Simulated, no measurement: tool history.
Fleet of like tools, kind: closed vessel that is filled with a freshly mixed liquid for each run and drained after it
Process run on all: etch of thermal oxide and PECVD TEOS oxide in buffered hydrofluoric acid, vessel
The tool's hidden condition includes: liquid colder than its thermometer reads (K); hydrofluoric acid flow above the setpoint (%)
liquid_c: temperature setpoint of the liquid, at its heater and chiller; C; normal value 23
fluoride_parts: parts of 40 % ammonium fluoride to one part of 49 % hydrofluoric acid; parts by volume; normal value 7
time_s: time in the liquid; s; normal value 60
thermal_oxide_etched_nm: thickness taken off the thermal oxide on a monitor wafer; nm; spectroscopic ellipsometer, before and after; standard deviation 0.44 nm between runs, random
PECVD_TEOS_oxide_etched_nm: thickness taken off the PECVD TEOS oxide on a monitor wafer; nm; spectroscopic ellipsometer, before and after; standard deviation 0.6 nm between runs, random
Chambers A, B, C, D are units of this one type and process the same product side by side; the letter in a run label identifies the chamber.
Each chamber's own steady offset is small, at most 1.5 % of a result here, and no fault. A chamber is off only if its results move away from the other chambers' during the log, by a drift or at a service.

run	hour	liquid_c	fluoride_parts	time_s	hours since the thermometer was replaced	hours since the hydrofluoric acid flow meter was replaced	read-back film thickness of the thermal oxide reference wafer, read on the same gauge (nm)	read-back film thickness of the PECVD TEOS oxide reference wafer, read on the same gauge (nm)	thermal_oxide_etched_nm	PECVD_TEOS_oxide_etched_nm
1D	4.9	23	7	60	947.8	2105.7	119.99	120.03	91.327	99.447
2B	8.0	23	7	60	22.2	264.4	120.00	119.98	93.431	98.297
3C	12.3	23	7	60	265.5	955.3	120.01	120.01	91.737	97.992
4A	18.8	23	7	60	53.4	276.9	120.01	119.99	92.360	98.372
5D	22.0	23	7	60	964.9	2122.8	120.00	119.99	92.577	99.817
6B	27.6	23	7	45	41.8	284.0	120.01	120.01	69.807	73.612
7A	31.2	23	7	45	65.8	289.3	120.00	119.97	68.939	75.380
8C	34.7	23	7	45	287.9	977.7	120.03	119.98	69.390	74.638
9A	40.0	23	7	45	74.6	298.1	120.00	120.01	69.860	74.878
10D	44.2	23	7	60	987.1	2145.0	120.02	120.03	92.204	100.230
11B	49.5	23	7	60	63.7	305.9	119.98	119.99	93.536	98.584
12C	52.6	23	7	60	305.8	995.6	120.01	119.99	90.832	98.698
# hour 54.3: chamber D: hydrofluoric acid flow meter replaced
13C	56.7	23	7	60	309.9	999.7	120.02	119.98	91.824	99.975
14D	59.9	23	7	60	1002.8	5.7	120.02	120.00	92.146	99.638
15B	64.7	23	7	60	78.9	321.1	119.98	119.99	92.766	98.408
16A	69.6	23	7	60	104.2	327.7	119.98	119.98	92.551	98.531
17B	73.9	23	9	60	88.1	330.3	120.01	119.97	70.976	74.586
18A	76.9	23	9	60	111.5	335.0	120.01	119.99	70.295	75.549
19C	82.5	23	9	60	335.7	1025.5	120.02	119.98	69.700	75.649
20D	88.2	23	9	60	1031.1	34.0	119.99	119.99	70.019	75.647
21A	92.4	23	7	60	127.0	350.5	120.01	120.00	92.405	98.605
22D	98.3	23	7	60	1041.2	44.1	120.01	120.00	91.339	99.436
23C	104.6	23	7	60	357.8	1047.6	119.99	119.98	91.338	98.097
24B	107.9	23	7	60	122.1	364.3	119.99	120.02	93.423	98.052
25B	112.3	23	7	60	126.5	368.7	119.98	119.98	93.699	99.494
26C	118.3	23	7	60	371.5	1061.3	120.00	120.01	91.618	98.506
27D	123.3	23	7	60	1066.2	69.1	119.99	120.00	91.426	98.934
28A	126.9	23	7	60	161.5	385.0	119.99	120.04	92.958	100.150
29A	130.9	23	7	60	165.5	389.0	120.00	120.02	92.833	99.962
30C	134.6	23	7	60	387.8	1077.6	120.03	119.95	91.802	99.421
31D	137.5	23	7	60	1080.4	83.3	120.01	120.04	92.184	99.501
32B	140.7	23	7	60	154.9	397.1	120.03	119.96	92.140	98.307
33B	146.1	23	7	60	160.3	402.5	119.99	120.01	92.966	97.594
34A	150.9	23	7	60	185.5	409.0	120.02	119.96	92.909	100.280

For the next run the whole fleet of 4 chambers uses the same settings. Give each chamber's results:
35A	155.5	23	7	60					?	?
35B	155.5	23	7	60					?	?
35C	155.5	23	7	60					?	?
35D	155.5	23	7	60					?	?

run	thermal_oxide_etched_nm	PECVD_TEOS_oxide_etched_nm
35A	92.999	98.243
35B	92.551	99.167
35C	91.374	99.622
35D	92.138	99.955

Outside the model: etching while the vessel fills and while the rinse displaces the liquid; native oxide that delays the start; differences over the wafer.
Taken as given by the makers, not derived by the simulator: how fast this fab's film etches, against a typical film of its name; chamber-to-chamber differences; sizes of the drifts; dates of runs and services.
